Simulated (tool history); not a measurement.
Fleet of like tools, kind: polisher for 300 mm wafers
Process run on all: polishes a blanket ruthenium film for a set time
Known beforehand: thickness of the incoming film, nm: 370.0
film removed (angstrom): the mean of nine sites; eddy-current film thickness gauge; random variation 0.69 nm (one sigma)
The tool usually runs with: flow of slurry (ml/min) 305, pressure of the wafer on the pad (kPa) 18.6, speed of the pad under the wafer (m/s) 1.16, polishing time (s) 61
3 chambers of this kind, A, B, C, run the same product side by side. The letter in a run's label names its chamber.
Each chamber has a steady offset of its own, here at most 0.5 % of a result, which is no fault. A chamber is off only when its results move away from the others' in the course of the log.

run	hour	flow of slurry (ml/min)	pressure of the wafer on the pad (kPa)	speed of the pad under the wafer (m/s)	polishing time (s)	wafers polished on this pad	hours since the slurry nozzle was cleaned	hours since the head pressure was calibrated	film removed (angstrom)
# hour 3.4: chamber A: worn pad replaced by a new one
1B	8.2	305	18.6	1.16	61	602	263.4	119.4	1028.10
# hour 9.1: chamber C: worn pad replaced by a new one
2C	20.2	305	18.6	1.16	61	123	35.6	332.9	1020.20
3A	26.5	305	18.6	1.16	61	255	199.8	1186.8	1022.60
# hour 30.8: chamber B: worn pad replaced by a new one
4C	32.7	305	18.6	1.16	61	261	48.1	345.4	1023.20
5A	40.0	305	18.6	1.16	61	404	213.3	1200.3	1015.40
# hour 45.8: chamber A: slurry nozzle cleaned
6B	52.2	305	18.6	1.16	61	236	307.4	163.4	1029.10
7B	58.3	305	18.6	1.16	61	304	313.5	169.5	1020.70
8C	71.1	305	18.6	1.16	61	685	86.5	383.8	1013.90
# hour 78.3: chamber C: worn pad replaced by a new one
9A	84.0	305	18.6	1.16	61	890	38.2	1244.3	1011.70
10C	91.1	305	18.6	1.16	61	142	106.5	403.8	1016.10
# hour 94.9: chamber A: worn pad replaced by a new one
11A	102.5	305	18.6	1.16	61	84	56.7	1262.8	1017.60
12B	108.8	305	18.6	1.16	61	861	364.0	220.0	1017.90
# hour 109.9: chamber B: worn pad replaced by a new one
13A	114.6	305	18.6	1.16	61	217	68.8	1274.9	1021.70
14B	122.2	305	18.6	1.16	61	135	377.4	233.4	1035.40
15C	128.9	305	18.6	1.16	78	559	144.3	441.6	1301.90
# hour 138.1: chamber C: worn pad replaced by a new one
16C	141.2	305	18.6	1.16	78	34	156.6	453.9	1301.40
17B	151.1	305	18.6	1.16	78	454	406.3	262.3	1291.50
18A	163.3	225	18.6	1.16	61	755	117.5	1323.6	982.67
19A	173.9	225	18.6	1.16	61	872	128.1	1334.2	982.66
20B	182.4	225	18.6	1.16	61	800	437.6	293.6	983.25
# hour 182.7: chamber A: worn pad replaced by a new one
# hour 191.2: chamber B: worn pad replaced by a new one
21C	192.7	305	18.6	1.16	61	603	208.1	505.4	1010.20
22B	198.4	305	18.6	1.16	47	80	453.6	309.6	776.36
# hour 205.8: chamber C: worn pad replaced by a new one
23C	211.3	305	18.6	1.16	47	61	226.7	524.0	770.10
24A	219.7	305	18.6	1.16	47	408	173.9	1380.0	777.74
25C	231.3	305	18.6	1.16	61	282	246.7	544.0	1006.60
26B	242.5	305	18.6	1.16	61	567	497.7	353.7	1000.10
27A	249.6	305	18.6	1.16	61	738	203.8	1409.9	1026.80
28C	262.1	305	18.6	1.16	61	622	277.5	574.8	1022.30
# hour 266.8: chamber A: worn pad replaced by a new one
29A	272.7	305	14.5	1.16	61	65	226.9	1433.0	786.72
# hour 274.0: chamber C: worn pad replaced by a new one
# hour 274.5: chamber B: worn pad replaced by a new one
# hour 275.0: chamber A: head pressure recalibrated
30B	281.0	305	14.5	1.16	61	72	536.2	392.2	779.00
# hour 291.0: chamber A: slurry nozzle cleaned
31A	291.1	305	14.5	1.16	61	268	0.2	16.2	788.69
32C	297.4	305	18.6	1.16	61	259	312.8	610.1	1000.50
33B	305.0	305	18.6	1.16	61	337	560.2	416.2	986.62
34B	317.2	305	18.6	1.16	61	471	572.4	428.4	989.98
35A	323.3	305	18.6	1.16	61	623	32.4	48.4	1016.30
36C	335.7	305	18.6	1.16	61	682	351.1	648.4	1011.10

One chamber off, gauge drift, or nothing amiss beyond the chambers' own small offsets? If it is a chamber, which one, and what is the likeliest cause?

One chamber, B, drifts off from the rest bit by bit.
Most likely cause: head's pressure below its setpoint, % = 3.53.
With only this log, it may be confused with: slurry flow missing at the pad, %.

Here are 4 candidates for chamber B's next run, each the usual settings with a change, their results left as question marks. Which one brings its results back in line with what the others give on the usual settings?
In line here means within this much of the mean the other chambers give on the usual settings: film removed (angstrom) 24.00
37B-1	345.0	305	18.6	1.12	61				?
37B-2	345.0	305	18.6	1.18	62				?
37B-3	345.0	305	18.6	1.24	61				?
37B-4	345.0	305	18.6	1.12	59				?

Average result of the remaining chambers running the usual settings: film removed (angstrom) 1014.70
run	film removed (angstrom)
37B-1	951.62
37B-2	1019.10
37B-3	1053.60
37B-4	920.42
With 37B-2, the chamber falls back in line with the rest.
